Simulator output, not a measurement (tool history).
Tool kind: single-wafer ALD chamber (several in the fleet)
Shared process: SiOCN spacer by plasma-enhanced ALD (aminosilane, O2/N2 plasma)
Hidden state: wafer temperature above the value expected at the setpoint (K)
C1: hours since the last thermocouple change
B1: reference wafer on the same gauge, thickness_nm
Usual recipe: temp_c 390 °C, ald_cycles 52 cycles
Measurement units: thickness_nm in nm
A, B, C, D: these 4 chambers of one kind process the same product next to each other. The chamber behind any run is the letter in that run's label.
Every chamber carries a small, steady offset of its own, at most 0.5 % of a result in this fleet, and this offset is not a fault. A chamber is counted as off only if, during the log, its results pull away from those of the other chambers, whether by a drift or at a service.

At hour 0.9: chamber D: thermocouple changed; heater temperature recalibrated.
Run 1D, hour 8.4: usual settings; C1 7.6; B1 2.5802. Result: thickness_nm 3.1467 nm.
Run 2A, hour 18.6: usual settings; C1 1291.5; B1 2.5795. Result: thickness_nm 3.1391 nm.
Run 3C, hour 31.6: usual settings; C1 373.1; B1 2.5774. Result: thickness_nm 3.1238 nm.
Run 4B, hour 42.8: usual settings; C1 349.7; B1 2.5793. Result: thickness_nm 3.1140 nm.
Run 5C, hour 51.9: usual settings; C1 393.4; B1 2.5795. Result: thickness_nm 3.1283 nm.
Run 6D, hour 64.6: usual settings; C1 63.8; B1 2.5754. Result: thickness_nm 3.1404 nm.
Run 7A, hour 75.2: usual settings; C1 1348.1; B1 2.5794. Result: thickness_nm 3.1195 nm.
Run 8B, hour 89.5: usual settings; C1 396.4; B1 2.5806. Result: thickness_nm 3.1316 nm.
Run 9A, hour 98.3: usual settings; C1 1371.2; B1 2.5837. Result: thickness_nm 3.1243 nm.
Run 10C, hour 108.6: usual settings but temp_c 404 °C, ald_cycles 60 cycles; C1 450.1; B1 2.5844. Result: thickness_nm 3.5800 nm.
Run 11D, hour 122.0: usual settings but temp_c 404 °C, ald_cycles 60 cycles; C1 121.2; B1 2.5780. Result: thickness_nm 3.5625 nm.
Run 12B, hour 133.7: usual settings but temp_c 404 °C, ald_cycles 60 cycles; C1 440.6; B1 2.5788. Result: thickness_nm 3.5320 nm.
Run 13B, hour 147.6: usual settings but temp_c 404 °C, ald_cycles 60 cycles; C1 454.5; B1 2.5791. Result: thickness_nm 3.5826 nm.
Run 14C, hour 156.6: usual settings; C1 498.1; B1 2.5829. Result: thickness_nm 3.1315 nm.
Run 15A, hour 164.0: usual settings; C1 1436.9; B1 2.5844. Result: thickness_nm 3.1255 nm.
Run 16D, hour 177.7: usual settings; C1 176.9; B1 2.5810. Result: thickness_nm 3.1573 nm.
Run 17B, hour 189.3: usual settings; C1 496.2; B1 2.5810. Result: thickness_nm 3.1274 nm.
Run 18D, hour 196.8: usual settings; C1 196.0; B1 2.5790. Result: thickness_nm 3.1392 nm.
Run 19C, hour 209.9: usual settings; C1 551.4; B1 2.5795. Result: thickness_nm 3.1375 nm.
Run 20A, hour 222.2: usual settings; C1 1495.1; B1 2.5836. Result: thickness_nm 3.1481 nm.
Run 21A, hour 235.9: usual settings; C1 1508.8; B1 2.5812. Result: thickness_nm 3.1138 nm.
Run 22D, hour 242.7: usual settings; C1 241.9; B1 2.5800. Result: thickness_nm 3.1803 nm.
At hour 247.2: chamber A: thermocouple changed; heater temperature recalibrated.
Run 23B, hour 251.8: usual settings; C1 558.7; B1 2.5809. Result: thickness_nm 3.1350 nm.
Run 24C, hour 259.3: usual settings; C1 600.8; B1 2.5831. Result: thickness_nm 3.1275 nm.
Run 25A, hour 266.1: usual settings; C1 18.9; B1 2.5831. Result: thickness_nm 3.1399 nm.
Run 26D, hour 276.1: usual settings; C1 275.3; B1 2.5816. Result: thickness_nm 3.1353 nm.
Run 27C, hour 289.4: usual settings but temp_c 402 °C, ald_cycles 57 cycles; C1 630.9; B1 2.5802. Result: thickness_nm 3.4206 nm.
Run 28B, hour 302.6: usual settings but temp_c 402 °C, ald_cycles 57 cycles; C1 609.5; B1 2.5791. Result: thickness_nm 3.3910 nm.
Run 29C, hour 314.6: usual settings but temp_c 402 °C, ald_cycles 57 cycles; C1 656.1; B1 2.5797. Result: thickness_nm 3.3815 nm.
Run 30D, hour 328.0: usual settings but temp_c 402 °C, ald_cycles 57 cycles; C1 327.2; B1 2.5809. Result: thickness_nm 3.4155 nm.
Run 31A, hour 339.2: usual settings; C1 92.0; B1 2.5830. Result: thickness_nm 3.1550 nm.
Run 32B, hour 345.9: usual settings; C1 652.8; B1 2.5777. Result: thickness_nm 3.1335 nm.
Run 33D, hour 355.1: usual settings; C1 354.3; B1 2.5808. Result: thickness_nm 3.1324 nm.
Run 34C, hour 368.0: usual settings; C1 709.5; B1 2.5779. Result: thickness_nm 3.1306 nm.
Run 35B, hour 379.7: usual settings; C1 686.6; B1 2.5772. Result: thickness_nm 3.1223 nm.
Run 36A, hour 393.6: usual settings; C1 146.4; B1 2.5809. Result: thickness_nm 3.1626 nm.

Is one chamber out of step, is the gauge drifting, or do the chambers differ by no more than their own small offsets? For an off chamber, give its letter and the likeliest cause.

All chambers stay in line apart from their small fixed offsets, and the gauge does not drift.
